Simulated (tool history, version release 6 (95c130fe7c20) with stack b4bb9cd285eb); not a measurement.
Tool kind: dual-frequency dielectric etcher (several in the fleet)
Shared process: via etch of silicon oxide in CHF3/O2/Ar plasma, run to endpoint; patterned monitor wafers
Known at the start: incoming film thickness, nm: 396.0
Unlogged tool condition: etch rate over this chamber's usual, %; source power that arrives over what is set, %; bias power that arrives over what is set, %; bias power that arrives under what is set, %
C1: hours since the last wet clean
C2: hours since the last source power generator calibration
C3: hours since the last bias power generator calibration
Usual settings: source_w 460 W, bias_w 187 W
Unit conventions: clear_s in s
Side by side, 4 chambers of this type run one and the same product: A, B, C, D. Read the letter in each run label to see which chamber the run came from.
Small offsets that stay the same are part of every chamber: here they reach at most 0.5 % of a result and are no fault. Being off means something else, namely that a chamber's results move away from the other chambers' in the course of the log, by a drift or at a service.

At hour 6.1: chamber C: wet clean of the chamber.
Run 1C, hour 6.1: usual settings; C1 0.0; C2 2495.4; C3 1729.0. Result: clear_s 218.67 s.
Run 2A, hour 18.1: usual settings; C1 312.2; C2 1557.5; C3 3388.7. Result: clear_s 216.98 s.
Run 3B, hour 26.4: usual settings; C1 503.5; C2 2261.0; C3 1711.2. Result: clear_s 217.15 s.
Run 4D, hour 34.1: usual settings; C1 208.6; C2 3072.9; C3 1916.4. Result: clear_s 218.77 s.
Run 5D, hour 41.8: usual settings but source_w 510 W; C1 216.3; C2 3080.6; C3 1924.1. Result: clear_s 211.33 s.
Run 6B, hour 53.0: usual settings but source_w 510 W; C1 530.1; C2 2287.6; C3 1737.8. Result: clear_s 210.42 s.
Run 7C, hour 59.5: usual settings but source_w 510 W; C1 53.4; C2 2548.8; C3 1782.4. Result: clear_s 211.97 s.
Run 8A, hour 66.2: usual settings but source_w 510 W; C1 360.3; C2 1605.6; C3 3436.8. Result: clear_s 210.50 s.
Run 9D, hour 76.9: usual settings; C1 251.4; C2 3115.7; C3 1959.2. Result: clear_s 220.12 s.
Run 10B, hour 85.6: usual settings; C1 562.7; C2 2320.2; C3 1770.4. Result: clear_s 219.49 s.
Run 11C, hour 94.2: usual settings; C1 88.1; C2 2583.5; C3 1817.1. Result: clear_s 220.69 s.
Run 12A, hour 102.4: usual settings; C1 396.5; C2 1641.8; C3 3473.0. Result: clear_s 218.79 s.
Run 13C, hour 110.7: usual settings; C1 104.6; C2 2600.0; C3 1833.6. Result: clear_s 221.98 s.
Run 14A, hour 119.1: usual settings; C1 413.2; C2 1658.5; C3 3489.7. Result: clear_s 218.28 s.
At hour 123.1: chamber B: wet clean of the chamber.
Run 15B, hour 130.3: usual settings; C1 7.3; C2 2364.9; C3 1815.1. Result: clear_s 207.09 s.
Run 16D, hour 142.1: usual settings; C1 316.6; C2 3180.9; C3 2024.4. Result: clear_s 217.10 s.
Run 17C, hour 147.9: usual settings; C1 141.8; C2 2637.2; C3 1870.8. Result: clear_s 218.45 s.
Run 18B, hour 158.1: usual settings; C1 35.1; C2 2392.7; C3 1842.9. Result: clear_s 210.57 s.
Run 19D, hour 168.0: usual settings; C1 342.5; C2 3206.8; C3 2050.3. Result: clear_s 219.15 s.
Run 20A, hour 178.2: usual settings; C1 472.3; C2 1717.6; C3 3548.8. Result: clear_s 218.51 s.
Run 21C, hour 191.1: usual settings; C1 185.0; C2 2680.4; C3 1914.0. Result: clear_s 219.65 s.
Run 22B, hour 197.3: usual settings; C1 74.3; C2 2431.9; C3 1882.1. Result: clear_s 210.16 s.
Run 23D, hour 207.9: usual settings; C1 382.4; C2 3246.7; C3 2090.2. Result: clear_s 220.38 s.
Run 24A, hour 216.9: usual settings; C1 511.0; C2 1756.3; C3 3587.5. Result: clear_s 218.88 s.
Run 25D, hour 229.4: usual settings; C1 403.9; C2 3268.2; C3 2111.7. Result: clear_s 219.56 s.
Run 26C, hour 238.9: usual settings; C1 232.8; C2 2728.2; C3 1961.8. Result: clear_s 221.17 s.
Run 27B, hour 248.0: usual settings; C1 125.0; C2 2482.6; C3 1932.8. Result: clear_s 209.69 s.
Run 28A, hour 255.4: usual settings; C1 549.5; C2 1794.8; C3 3626.0. Result: clear_s 219.65 s.
Run 29A, hour 267.5: usual settings; C1 561.6; C2 1806.9; C3 3638.1. Result: clear_s 217.42 s.

All 4 chambers run these settings next. Forecast each chamber's results:
Run 30A, hour 276.7: usual settings but source_w 500 W. Result: clear_s ?.
Run 30B, hour 276.7: usual settings but source_w 500 W. Result: clear_s ?.
Run 30C, hour 276.7: usual settings but source_w 500 W. Result: clear_s ?.
Run 30D, hour 276.7: usual settings but source_w 500 W. Result: clear_s ?.

run  clear_s
30A   212.10
30B   201.88
30C   214.49
30D   212.96

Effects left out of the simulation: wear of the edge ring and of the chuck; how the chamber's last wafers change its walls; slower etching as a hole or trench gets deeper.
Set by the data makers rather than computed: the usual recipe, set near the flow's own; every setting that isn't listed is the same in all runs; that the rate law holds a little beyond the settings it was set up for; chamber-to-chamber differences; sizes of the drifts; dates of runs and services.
